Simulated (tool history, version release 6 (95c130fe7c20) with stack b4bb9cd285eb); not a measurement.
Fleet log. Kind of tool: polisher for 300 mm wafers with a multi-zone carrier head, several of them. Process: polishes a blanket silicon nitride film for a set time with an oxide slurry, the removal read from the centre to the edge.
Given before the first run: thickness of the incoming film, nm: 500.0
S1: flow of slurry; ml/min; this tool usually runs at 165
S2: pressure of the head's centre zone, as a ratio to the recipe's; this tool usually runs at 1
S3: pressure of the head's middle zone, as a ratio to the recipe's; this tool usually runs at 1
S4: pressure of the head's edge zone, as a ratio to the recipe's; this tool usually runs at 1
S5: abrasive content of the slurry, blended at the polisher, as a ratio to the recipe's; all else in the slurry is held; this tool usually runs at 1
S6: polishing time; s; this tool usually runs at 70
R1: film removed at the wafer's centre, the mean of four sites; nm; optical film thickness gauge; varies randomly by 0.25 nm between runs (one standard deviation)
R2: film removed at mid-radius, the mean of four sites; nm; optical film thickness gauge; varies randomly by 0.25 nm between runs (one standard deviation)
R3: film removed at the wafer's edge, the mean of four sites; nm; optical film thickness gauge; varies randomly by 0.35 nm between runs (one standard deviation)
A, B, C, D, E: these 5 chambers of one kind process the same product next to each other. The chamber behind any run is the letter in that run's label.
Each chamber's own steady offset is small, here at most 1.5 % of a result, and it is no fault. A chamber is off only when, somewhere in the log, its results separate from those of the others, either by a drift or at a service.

run,hour,S1,S2,S3,S4,S5,S6,R1,R2,R3
1A,9,165,1,1,1,1,70,29.366,29.554,29.588
2E,16.6,165,1,1,1,1,70,29.873,29.775,29.465
# hour 19.5: chamber C: worn pad replaced by a new one
3B,21,165,1,1,1,1,70,28.949,30.433,29.463
4D,26.2,165,1,1,1,1,70,29.397,29.228,29.631
5C,32,165,1,0.96,1.08,1,70,29.241,28.831,31.269
# hour 35.1: chamber B: worn pad replaced by a new one
6A,38.6,165,1,0.96,1.08,1,70,29.475,28.668,30.066
7B,44.3,165,1,0.96,1.08,1,70,29.568,29.021,30.1
8C,48.9,165,1,0.96,1.08,1,70,29.803,28.433,31.757
9E,54.7,165,1,0.96,1.08,1,70,29.681,28.712,30.651
# hour 62.4: chamber A: worn pad replaced by a new one
10D,63,165,1,1,1,1,70,29.687,29.298,30.134
# hour 66: chamber D: worn pad replaced by a new one
11A,72.1,165,1,1,1,1,70,30.272,29.204,29.503
# hour 74.6: chamber E: worn pad replaced by a new one
12C,80.6,165,1,1,1,1,70,29.243,29.457,29.249
13B,87.6,165,1,1,1,1,70,29.541,30.111,29.47
# hour 91.8: chamber E: slurry nozzle cleaned
14D,95.6,165,1.11,1.06,1,1,70,33.782,31.023,29.212
15E,100,165,1.11,1.06,1,1,70,32.984,31.022,28.908
# hour 103.2: chamber B: worn pad replaced by a new one
16E,107.4,165,1.11,1.06,1,1,70,33.615,30.819,29.286
17B,116,165,1.11,1.06,1,1,70,32.875,31.376,29.36
18C,124.8,165,1.11,1.06,1,1,70,32.964,30.85,29.539
# hour 126.1: chamber A: worn pad replaced by a new one
19A,132.8,165,1,1,1,1,70,29.631,29.174,28.973
# hour 139.8: chamber C: worn pad replaced by a new one
20D,142.2,165,1,1,1,1,70,30.052,29.45,29.877
# hour 145.1: chamber A: edge zone pressure recalibrated
21C,148.5,165,1,1,1,1,70,28.965,29.387,30.108
# hour 153.9: chamber E: worn pad replaced by a new one
22E,154.9,165,1,1,1,1,70,29.701,29.424,29.442
# hour 156.6: chamber D: slurry nozzle cleaned
23D,161.1,165,1,1,1,1,70,30.254,29.43,29.401
24A,168.5,165,1,1,1,0.8,70,26.431,26.37,26.686
# hour 169.9: chamber B: worn pad replaced by a new one
25B,173.7,165,1,1,1,0.8,70,26.206,26.914,26.435
# hour 181.4: chamber D: worn pad replaced by a new one
26A,183.4,165,1,1,1,0.8,70,26.534,26.274,26.84
# hour 184.4: chamber A: slurry nozzle cleaned
# hour 184.5: chamber A: centre zone pressure recalibrated
# hour 186.2: chamber B: centre zone pressure recalibrated
# hour 190.8: chamber A: worn pad replaced by a new one
27D,192.4,165,1,1,1,0.8,70,26.546,26.067,26.677
28E,199.1,165,1,1,1,0.8,70,26.933,26.457,26.367
29C,207.8,165,1,1,0.89,1.2,70,31.884,31.67,30.463
30B,213.1,165,1,1,0.89,1.2,70,32.336,32.619,30.136
31A,220.5,165,1,1,0.89,1.2,70,29.612,31.836,30.199
32B,227.5,165,1,1,0.89,1.2,70,32.342,32.321,30.139
# hour 227.7: chamber E: worn pad replaced by a new one
33D,233,165,1,1,0.89,1.2,70,32.252,32.334,30.61
34C,238.1,165,1,1,1,1,70,29.026,29.97,29.371
# hour 243.3: chamber B: worn pad replaced by a new one
35E,243.4,165,1,1,1,1,70,29.983,28.938,30.044
36A,248.9,165,1,1,1,1,70,27.185,28.921,29.433
# hour 257.8: chamber C: worn pad replaced by a new one
37C,257.8,165,1,1,1,1,70,29.822,29.596,29.412
38D,265.2,165,1,1,1,1,70,30.218,29.533,29.806
39B,275,165,1,1,1,1,70,29.267,30.002,29.9
40E,280.7,165,1,1,1,1,70,29.62,29.149,29.471
41B,285.5,165,1,1,1,1,70,29.187,29.904,29.768
# hour 292.9: chamber E: edge zone pressure recalibrated
42E,293.2,165,1,1,1,1,70,29.448,29.238,30.202

Each of the 5 chambers runs these same settings next. Fill in every chamber's results:
43A,300.3,165,1,1,1,1,70,?,?,?
43B,300.3,165,1,1,1,1,70,?,?,?
43C,300.3,165,1,1,1,1,70,?,?,?
43D,300.3,165,1,1,1,1,70,?,?,?
43E,300.3,165,1,1,1,1,70,?,?,?

run,R1,R2,R3
43A,26.846,29.651,28.611
43B,29.444,30.315,29.46
43C,29.734,29.545,29.656
43D,29.906,29.753,29.018
43E,29.875,29.139,29.473

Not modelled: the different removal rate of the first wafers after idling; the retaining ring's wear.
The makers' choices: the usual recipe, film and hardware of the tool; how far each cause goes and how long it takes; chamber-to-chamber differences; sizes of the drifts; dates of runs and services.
